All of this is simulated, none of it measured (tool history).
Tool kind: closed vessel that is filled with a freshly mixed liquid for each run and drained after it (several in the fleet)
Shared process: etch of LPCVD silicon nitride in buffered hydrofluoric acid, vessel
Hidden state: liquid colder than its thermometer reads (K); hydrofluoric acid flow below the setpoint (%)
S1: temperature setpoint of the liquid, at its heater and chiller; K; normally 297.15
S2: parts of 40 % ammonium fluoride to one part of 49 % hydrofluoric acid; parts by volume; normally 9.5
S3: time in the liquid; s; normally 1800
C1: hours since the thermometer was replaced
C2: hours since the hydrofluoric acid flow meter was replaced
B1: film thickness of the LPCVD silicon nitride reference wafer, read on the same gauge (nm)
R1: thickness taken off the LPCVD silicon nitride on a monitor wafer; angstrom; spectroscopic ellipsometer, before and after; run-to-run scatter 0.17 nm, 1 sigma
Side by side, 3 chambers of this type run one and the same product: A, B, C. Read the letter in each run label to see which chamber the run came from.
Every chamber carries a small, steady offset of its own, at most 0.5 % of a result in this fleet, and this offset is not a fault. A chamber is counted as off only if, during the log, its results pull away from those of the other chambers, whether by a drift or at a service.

Run 1B, hour 3.8: usual settings; C1 82.4; C2 1495.3; B1 49.985. Result: R1 234.55 angstrom.
Run 2C, hour 9.5: usual settings; C1 2359.1; C2 408.7; B1 49.964. Result: R1 234.25 angstrom.
Run 3A, hour 15.0: usual settings; C1 2117.7; C2 227.3; B1 50.055. Result: R1 233.83 angstrom.
Run 4C, hour 23.4: usual settings; C1 2373.0; C2 422.6; B1 50.005. Result: R1 236.53 angstrom.
Run 5A, hour 31.2: usual settings; C1 2133.9; C2 243.5; B1 49.988. Result: R1 235.75 angstrom.
Run 6B, hour 37.9: usual settings but S1 293.15 K; C1 116.5; C2 1529.4; B1 49.989. Result: R1 188.97 angstrom.
Run 7C, hour 46.6: usual settings but S1 293.15 K; C1 2396.2; C2 445.8; B1 49.981. Result: R1 188.93 angstrom.
Run 8B, hour 53.7: usual settings but S1 293.15 K; C1 132.3; C2 1545.2; B1 49.990. Result: R1 188.23 angstrom.
Run 9A, hour 60.6: usual settings; C1 2163.3; C2 272.9; B1 49.964. Result: R1 234.24 angstrom.
Run 10C, hour 67.2: usual settings; C1 2416.8; C2 466.4; B1 49.995. Result: R1 234.18 angstrom.
Run 11A, hour 73.3: usual settings; C1 2176.0; C2 285.6; B1 49.999. Result: R1 232.83 angstrom.
Run 12B, hour 79.0: usual settings; C1 157.6; C2 1570.5; B1 50.037. Result: R1 234.57 angstrom.
Run 13C, hour 87.5: usual settings; C1 2437.1; C2 486.7; B1 50.024. Result: R1 233.29 angstrom.
At hour 91.7: chamber C: thermometer replaced.
Run 14A, hour 95.4: usual settings; C1 2198.1; C2 307.7; B1 49.995. Result: R1 230.17 angstrom.
Run 15B, hour 102.3: usual settings; C1 180.9; C2 1593.8; B1 50.031. Result: R1 235.00 angstrom.
Run 16B, hour 108.6: usual settings; C1 187.2; C2 1600.1; B1 49.973. Result: R1 235.56 angstrom.
Run 17C, hour 115.2: usual settings; C1 23.6; C2 514.4; B1 50.040. Result: R1 235.20 angstrom.
Run 18A, hour 120.0: usual settings; C1 2222.7; C2 332.3; B1 49.992. Result: R1 228.47 angstrom.
Run 19C, hour 124.7: usual settings; C1 33.1; C2 523.9; B1 50.012. Result: R1 234.01 angstrom.
Run 20B, hour 130.4: usual settings; C1 209.0; C2 1621.9; B1 49.949. Result: R1 234.05 angstrom.
Run 21A, hour 138.1: usual settings but S1 301.15 K, S2 6.0 parts by volume; C1 2240.8; C2 350.4; B1 49.955. Result: R1 427.81 angstrom.
Run 22A, hour 145.9: usual settings but S1 301.15 K, S2 6.0 parts by volume; C1 2248.6; C2 358.2; B1 50.044. Result: R1 425.85 angstrom.
Run 23B, hour 149.8: usual settings but S1 301.15 K, S2 6.0 parts by volume; C1 228.4; C2 1641.3; B1 50.022. Result: R1 448.05 angstrom.
Run 24C, hour 156.1: usual settings; C1 64.5; C2 555.3; B1 49.981. Result: R1 235.93 angstrom.
At hour 158.3: chamber C: hydrofluoric acid flow meter replaced.
Run 25C, hour 162.6: usual settings but S3 2705 s; C1 71.0; C2 4.3; B1 49.948. Result: R1 355.61 angstrom.
Run 26B, hour 169.2: usual settings but S3 2705 s; C1 247.8; C2 1660.7; B1 49.961. Result: R1 352.42 angstrom.
Run 27A, hour 175.9: usual settings but S3 2705 s; C1 2278.6; C2 388.2; B1 49.998. Result: R1 331.74 angstrom.
Run 28C, hour 183.0: usual settings; C1 91.4; C2 24.7; B1 50.000. Result: R1 235.21 angstrom.
Run 29A, hour 191.2: usual settings but S2 11.5 parts by volume; C1 2293.9; C2 403.5; B1 49.961. Result: R1 181.77 angstrom.
At hour 196.3: chamber A: thermometer replaced.
Run 30B, hour 199.4: usual settings but S2 11.5 parts by volume; C1 278.0; C2 1690.9; B1 49.957. Result: R1 199.53 angstrom.
Run 31A, hour 204.1: usual settings but S2 11.5 parts by volume; C1 7.9; C2 416.4; B1 50.013. Result: R1 181.38 angstrom.
Run 32C, hour 209.9: usual settings; C1 118.3; C2 51.6; B1 49.979. Result: R1 233.80 angstrom.
Run 33B, hour 218.1: usual settings; C1 296.7; C2 1709.6; B1 49.976. Result: R1 233.96 angstrom.
Run 34A, hour 223.1: usual settings; C1 26.9; C2 435.4; B1 50.005. Result: R1 216.84 angstrom.

Decide between three cases: one chamber stands off from its peers, the gauge reading all wafers drifts, or nothing is wrong past each chamber's small offset. Where a chamber is off, say which and what most likely put it there.

It is chamber A that slowly wanders off from its peers.
Most likely cause: hydrofluoric acid flow below the setpoint (%) = 11.6.

Chamber A could run next with any of the 4 candidate recipes listed below; each alters the usual settings, and their results appear as question marks. Which one brings its results back in line with what the other chambers deliver on the usual settings?
A result is in line if it is within this distance of the other chambers' mean on the usual settings: R1 6.10 angstrom
Run 35A-1, hour 229.3: usual settings but S1 297.65 K, S3 1940 s. Result: R1 ?.
Run 35A-2, hour 229.3: usual settings but S3 1730 s. Result: R1 ?.
Run 35A-3, hour 229.3: usual settings but S2 10.5 parts by volume. Result: R1 ?.
Run 35A-4, hour 229.3: usual settings but S3 1880 s. Result: R1 ?.

The other chambers' mean on the usual settings: R1 235.21 angstrom
  run      R1
35A-1  236.41
35A-2  205.16
35A-3  193.32
35A-4  222.95
With 35A-1, the chamber falls back in line with the rest.

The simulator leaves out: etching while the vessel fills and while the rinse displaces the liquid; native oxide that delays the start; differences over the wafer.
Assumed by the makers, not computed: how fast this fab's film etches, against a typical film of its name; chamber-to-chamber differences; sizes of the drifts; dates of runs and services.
